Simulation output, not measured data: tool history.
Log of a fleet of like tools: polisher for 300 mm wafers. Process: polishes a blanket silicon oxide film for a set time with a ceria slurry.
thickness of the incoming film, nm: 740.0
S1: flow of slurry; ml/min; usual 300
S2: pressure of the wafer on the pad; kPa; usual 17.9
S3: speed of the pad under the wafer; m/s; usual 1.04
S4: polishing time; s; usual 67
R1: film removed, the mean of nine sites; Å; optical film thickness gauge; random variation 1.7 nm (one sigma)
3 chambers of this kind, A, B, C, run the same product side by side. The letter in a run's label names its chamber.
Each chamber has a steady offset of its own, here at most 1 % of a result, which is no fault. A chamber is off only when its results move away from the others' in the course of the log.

run,hour,S1,S2,S3,S4,R1
1C,12.2,300,17.9,1.04,67,2063
# hour 14: chamber B: worn pad replaced by a new one
# hour 16.2: chamber A: worn pad replaced by a new one
2B,22.9,300,17.9,1.04,67,2096.7
3A,35.8,300,17.9,1.04,67,2093.9
4B,48.5,300,17.9,1.04,67,2060.7
5C,60.1,300,17.9,1.04,54,1627.2
# hour 71.1: chamber C: worn pad replaced by a new one
6A,71.1,300,17.9,1.04,54,1693.2
7C,80.7,300,17.9,1.04,54,1640.3
8B,88.2,300,17.9,1.04,67,2086.6
# hour 91.2: chamber C: slurry nozzle cleaned
# hour 96.3: chamber A: worn pad replaced by a new one
9A,96.4,300,17.9,1.04,67,2077.4
# hour 99.4: chamber A: head pressure recalibrated
# hour 103: chamber B: worn pad replaced by a new one
10C,107.5,300,17.9,1.04,67,2003.8
11B,122.1,300,17.9,1.04,67,2059.9
12A,131,300,17.9,1.38,67,2759
13B,140.6,300,17.9,1.38,67,2717.8
14C,147.3,300,17.9,1.38,67,2654.9
15A,154.4,300,17.9,1.04,67,2068
16B,169,230,17.9,1.04,76,2241.5
17A,179,230,17.9,1.04,76,2289.1
# hour 187.2: chamber A: worn pad replaced by a new one
# hour 188.8: chamber C: worn pad replaced by a new one
18C,190,230,17.9,1.04,76,2179.1
19B,204.3,300,17.9,1.04,67,2062.2
20A,216.6,300,17.9,1.04,67,2082.1
21C,227.6,300,17.9,1.04,67,1967.2

Next, every chamber runs the same settings. What will each give?
22A,238.1,300,17.9,1.04,67,?
22B,238.1,300,17.9,1.04,67,?
22C,238.1,300,17.9,1.04,67,?

run,R1
22A,2074.6
22B,2071.8
22C,1980.8

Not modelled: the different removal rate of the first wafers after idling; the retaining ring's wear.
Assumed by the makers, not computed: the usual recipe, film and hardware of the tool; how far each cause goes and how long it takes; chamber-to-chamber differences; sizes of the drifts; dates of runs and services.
